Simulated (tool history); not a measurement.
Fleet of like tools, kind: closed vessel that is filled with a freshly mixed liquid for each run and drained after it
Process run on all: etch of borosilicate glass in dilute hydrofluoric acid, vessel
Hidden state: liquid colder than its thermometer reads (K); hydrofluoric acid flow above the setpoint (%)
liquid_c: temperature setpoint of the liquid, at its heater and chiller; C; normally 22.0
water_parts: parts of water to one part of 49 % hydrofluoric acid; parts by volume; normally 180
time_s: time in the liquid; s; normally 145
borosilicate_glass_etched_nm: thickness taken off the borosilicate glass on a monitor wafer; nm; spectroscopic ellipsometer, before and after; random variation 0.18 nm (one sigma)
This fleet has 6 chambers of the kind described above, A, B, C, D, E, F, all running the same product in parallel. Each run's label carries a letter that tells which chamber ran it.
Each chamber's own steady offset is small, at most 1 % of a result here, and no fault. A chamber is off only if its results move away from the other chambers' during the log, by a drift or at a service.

run,hour,liquid_c,water_parts,time_s,hours since the thermometer was replaced,hours since the hydrofluoric acid flow meter was replaced,"read-back film thickness of the borosilicate glass reference wafer, read on the same gauge (nm)",borosilicate_glass_etched_nm
1E,10.2,22.0,180,145,1111.5,945.5,110.00,24.887
2C,18.7,22.0,180,145,403.1,544.3,109.98,25.399
3D,28.3,22.0,180,145,1194.2,1221.5,110.00,25.410
4F,35.7,22.0,180,145,1772.1,1999.9,109.99,25.064
# hour 43.6: chamber D: thermometer replaced
5A,49.3,22.0,180,145,292.1,97.6,110.01,25.312
# hour 56.4: chamber F: hydrofluoric acid flow meter replaced
6B,58.4,26.0,180,145,424.3,185.7,109.99,29.228
7D,66.9,26.0,180,145,23.4,1260.1,109.99,29.444
8B,75.7,26.0,180,145,441.6,203.0,110.01,29.421
9F,90.5,26.0,180,145,1826.9,34.1,109.99,28.666
10E,103.2,26.0,180,145,1204.5,1038.5,109.99,29.089
11C,117.3,26.0,180,145,501.7,642.9,110.00,29.320
12A,126.8,22.0,180,145,369.6,175.1,110.01,25.351
13B,134.6,22.0,180,145,500.5,261.9,110.01,24.771
14A,149.9,22.0,180,145,392.7,198.2,110.02,24.745
15C,156.8,22.0,180,145,541.2,682.4,110.01,24.958
16D,172.6,22.0,180,145,129.1,1365.8,110.02,25.582
17E,188.0,17.5,180,120,1289.3,1123.3,110.00,17.414
18F,196.5,17.5,180,120,1932.9,140.1,109.99,17.644
19B,205.8,17.5,180,120,571.7,333.1,110.00,17.673
# hour 205.9: chamber C: hydrofluoric acid flow meter replaced
20A,219.8,17.5,180,120,462.6,268.1,110.00,17.207
21C,228.4,17.5,180,120,612.8,22.6,109.99,17.329
# hour 232.9: chamber E: hydrofluoric acid flow meter replaced
22F,235.3,17.5,180,120,1971.7,178.9,110.01,17.341
23E,246.9,22.0,180,145,1348.2,14.0,110.03,25.315
24D,260.1,22.0,180,145,216.6,1453.3,109.99,25.246
25B,268.4,22.0,180,145,634.3,395.7,110.01,25.140
26E,279.2,22.0,180,145,1380.5,46.3,110.01,24.952
27F,295.0,22.0,180,145,2031.4,238.6,109.98,24.985
28D,310.3,22.0,180,145,266.8,1503.5,110.00,25.610
29C,325.5,22.0,180,145,709.9,119.7,110.02,25.243
30A,333.4,22.0,180,145,576.2,381.7,110.01,24.275
31D,342.0,22.0,180,145,298.5,1535.2,110.01,25.150
32C,349.2,22.0,180,145,733.6,143.4,110.01,25.234
33F,362.5,22.0,180,145,2098.9,306.1,109.99,24.665
34A,377.6,22.0,180,145,620.4,425.9,110.00,24.133
35B,384.9,22.0,180,145,750.8,512.2,110.03,24.874
36E,400.1,22.0,180,145,1501.4,167.2,110.01,24.980
37E,411.6,22.0,180,145,1512.9,178.7,110.01,24.853
38D,425.2,22.0,180,145,381.7,1618.4,109.99,25.301
39F,436.2,24.0,180,115,2172.6,379.8,109.99,21.221

Which is it: a chamber that has drifted or been left off by a service, a gauge drift common to all chambers, or only each chamber's usual small offset? If a chamber is off, name it and its likeliest cause.

Little by little, chamber A moves away from the other chambers.
Most likely cause: liquid colder than its thermometer reads (K) = 1.42.
The log might look much the same if the cause were instead: hydrofluoric acid flow below the setpoint (%).

Here are 4 candidates for chamber A's next run, each the usual settings with a change, their results left as question marks. Which one brings its results back in line with what the others give on the usual settings?
In-line tolerance around the mean of the other chambers on the usual settings: borosilicate_glass_etched_nm 0.630 nm
40A-1,447.5,22.0,190,140,,,,?
40A-2,447.5,22.0,175,150,,,,?
40A-3,447.5,22.0,165,145,,,,?
40A-4,447.5,22.0,190,145,,,,?

Other chambers, usual settings, mean: borosilicate_glass_etched_nm 25.202 nm
run,borosilicate_glass_etched_nm
40A-1,21.460
40A-2,25.332
40A-3,26.229
40A-4,22.226
It is 40A-2 that realigns the chamber with its peers.
